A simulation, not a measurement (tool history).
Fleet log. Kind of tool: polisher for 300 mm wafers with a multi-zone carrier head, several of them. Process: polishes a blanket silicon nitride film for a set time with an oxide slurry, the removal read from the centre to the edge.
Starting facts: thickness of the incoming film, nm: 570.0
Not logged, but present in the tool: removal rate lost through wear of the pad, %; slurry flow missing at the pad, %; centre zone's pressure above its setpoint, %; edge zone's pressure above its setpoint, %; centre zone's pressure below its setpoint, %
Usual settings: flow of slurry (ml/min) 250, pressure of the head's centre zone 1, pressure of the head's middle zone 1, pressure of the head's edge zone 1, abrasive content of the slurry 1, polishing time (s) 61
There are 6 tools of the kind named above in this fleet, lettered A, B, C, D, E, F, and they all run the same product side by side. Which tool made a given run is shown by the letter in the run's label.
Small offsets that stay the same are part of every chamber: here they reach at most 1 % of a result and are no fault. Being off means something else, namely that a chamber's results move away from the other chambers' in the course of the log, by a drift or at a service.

run	hour	flow of slurry (ml/min)	pressure of the head's centre zone	pressure of the head's middle zone	pressure of the head's edge zone	abrasive content of the slurry	polishing time (s)	wafers polished on this pad	hours since the slurry nozzle was cleaned	hours since the centre zone pressure was calibrated	hours since the edge zone pressure was calibrated	film removed at the wafer's centre (nm)	film removed at mid-radius (nm)	film removed at the wafer's edge (nm)
1E	5.7	250	1	1	1	1	61	651	7	892.3	752.9	59.328	60.221	61.191
2B	13.3	250	1	1	1	1	61	1252	64.2	515.4	1148.5	62.141	60.887	61.419
# hour 14.4: chamber B: worn pad replaced by a new one
3C	19.1	250	1	1	1	1	61	675	130	377.7	1315.3	60.143	60.466	60.224
4F	28.7	250	1	1	1	1	61	1218	93.4	832.2	229	60.713	60.982	59.253
# hour 36.2: chamber F: worn pad replaced by a new one
5A	38.9	250	1	1	1	1	61	340	767.4	1002.5	1219.1	60.966	60.138	61.694
# hour 39.7: chamber C: worn pad replaced by a new one
6D	46.7	250	1	1	1	1	61	482	841.1	660.8	286.6	60.439	60.509	60.825
# hour 47: chamber C: edge zone pressure recalibrated
# hour 48.2: chamber D: slurry nozzle cleaned
# hour 49.2: chamber E: centre zone pressure recalibrated
# hour 54.6: chamber D: worn pad replaced by a new one
7C	56.7	250	1	1	1	1	61	133	167.6	415.3	9.8	60.298	61.448	60.35
8D	64.6	250	1	1	1	1	61	79	16.4	678.7	304.5	60.29	59.536	60.276
# hour 65.3: chamber A: slurry nozzle cleaned
9A	70.3	310	1	1	1	1	61	587	5.1	1033.9	1250.5	63.172	62.236	62.098
10B	77.8	310	1	1	1	1	61	497	128.7	579.9	1213	62.41	61.43	61.686
# hour 81.5: chamber E: worn pad replaced by a new one
11E	88.9	310	1	1	1	1	61	58	90.2	39.8	836.1	61.822	63.498	61.019
12F	97.4	310	1	1	1	1	61	479	162.1	900.9	297.7	61.604	62.372	59.672
13B	102.5	310	1	1	1	1	61	691	153.4	604.6	1237.7	62.009	60.638	61.707
14D	108.8	310	1	1	1	1	61	425	60.6	722.9	348.7	62.062	62.733	61.906
15E	120.2	250	1	1	1	1	61	303	121.5	71.1	867.4	60.758	61.325	59.772
16A	129.3	195	1.04	1	1	1	61	1049	64.1	1092.9	1309.5	62.365	58.883	59.952
# hour 136.3: chamber D: worn pad replaced by a new one
17F	136.7	195	1.04	1	1	1	61	787	201.4	940.2	337	61.373	57.657	58.745
# hour 143.3: chamber F: centre zone pressure recalibrated
# hour 144.5: chamber C: worn pad replaced by a new one
18C	147.8	195	1.04	1	1	1	61	25	258.7	506.4	100.9	57.719	59.426	59.065
19D	155.3	195	1.04	1	1	1	61	149	107.1	769.4	395.2	62.416	59.706	58.738
# hour 155.5: chamber A: worn pad replaced by a new one
20F	164.8	195	1.04	1	1	1	61	1008	229.5	21.6	365.1	60.256	57.736	59.145
# hour 167.1: chamber B: centre zone pressure recalibrated
21A	173.3	195	1.04	1	1	1	61	140	108.1	1136.9	1353.5	61.705	60.355	58.593
# hour 174.4: chamber B: worn pad replaced by a new one
22B	181.7	250	1	1	1	1	61	57	232.6	14.7	1316.9	61.87	58.401	61.187
# hour 190: chamber A: edge zone pressure recalibrated
23C	190.6	250	1	1	1	1	61	361	301.5	549.2	143.7	56.775	60.545	60.555
24E	199.4	250	1	1	1	1	61	924	200.7	150.3	946.6	59.44	60.774	60.289
# hour 209.9: chamber F: worn pad replaced by a new one
25A	210.2	250	1	1	1	1	61	429	145	1173.8	20.2	60.559	61.175	61.436
# hour 218.2: chamber A: centre zone pressure recalibrated
26E	221.8	250	1	1	1	1	70	1100	223.1	172.7	969	70.304	69.142	70.157
# hour 227.2: chamber D: worn pad replaced by a new one
27D	230.2	250	1	1	1	1	70	24	182	844.3	470.1	70.016	69.827	70.332
28B	235.6	250	1	1	1	1	70	480	286.5	68.6	1370.8	68.934	69.998	69.906
29F	246.6	250	1	1	1	1	70	287	311.3	103.4	446.9	70.988	68.862	70.07
30C	253.2	250	1	1	1	1	70	852	364.1	611.8	206.3	63.058	67.832	68.421
# hour 261.5: chamber C: worn pad replaced by a new one
31D	264.3	250	1	1	1	1	70	291	216.1	878.4	504.2	67.547	69.379	71.454
# hour 270.9: chamber E: slurry nozzle cleaned
# hour 274.2: chamber E: worn pad replaced by a new one
32C	275.9	250	1	1	1	1	61	113	386.8	634.5	229	54.454	60.769	62.067
33A	285.7	250	1	1	1	1	61	1021	220.5	67.5	95.7	60.422	60.467	60.655
# hour 288.3: chamber E: edge zone pressure recalibrated
34B	296.4	250	1	1	1	1	61	956	347.3	129.4	1431.6	61.153	62.055	59.99
35F	302	250	1	1	1	1	61	722	366.7	158.8	502.3	61.166	60.131	59.672
36E	310.5	250	0.96	1	1	1	61	285	39.7	261.4	22.3	58.946	61.197	59.851

Next, every chamber runs the same settings. What will each give?
37A	319	250	1	1	1	1	61					?	?	?
37B	319	250	1	1	1	1	61					?	?	?
37C	319	250	1	1	1	1	61					?	?	?
37D	319	250	1	1	1	1	61					?	?	?
37E	319	250	1	1	1	1	61					?	?	?
37F	319	250	1	1	1	1	61					?	?	?

run	film removed at the wafer's centre (nm)	film removed at mid-radius (nm)	film removed at the wafer's edge (nm)
37A	61.702	60.38	61.465
37B	60.881	61.442	60.439
37C	53.834	62.853	60.472
37D	61.6	60.013	60.291
37E	60.628	60.867	60.372
37F	59.967	59.371	58.569

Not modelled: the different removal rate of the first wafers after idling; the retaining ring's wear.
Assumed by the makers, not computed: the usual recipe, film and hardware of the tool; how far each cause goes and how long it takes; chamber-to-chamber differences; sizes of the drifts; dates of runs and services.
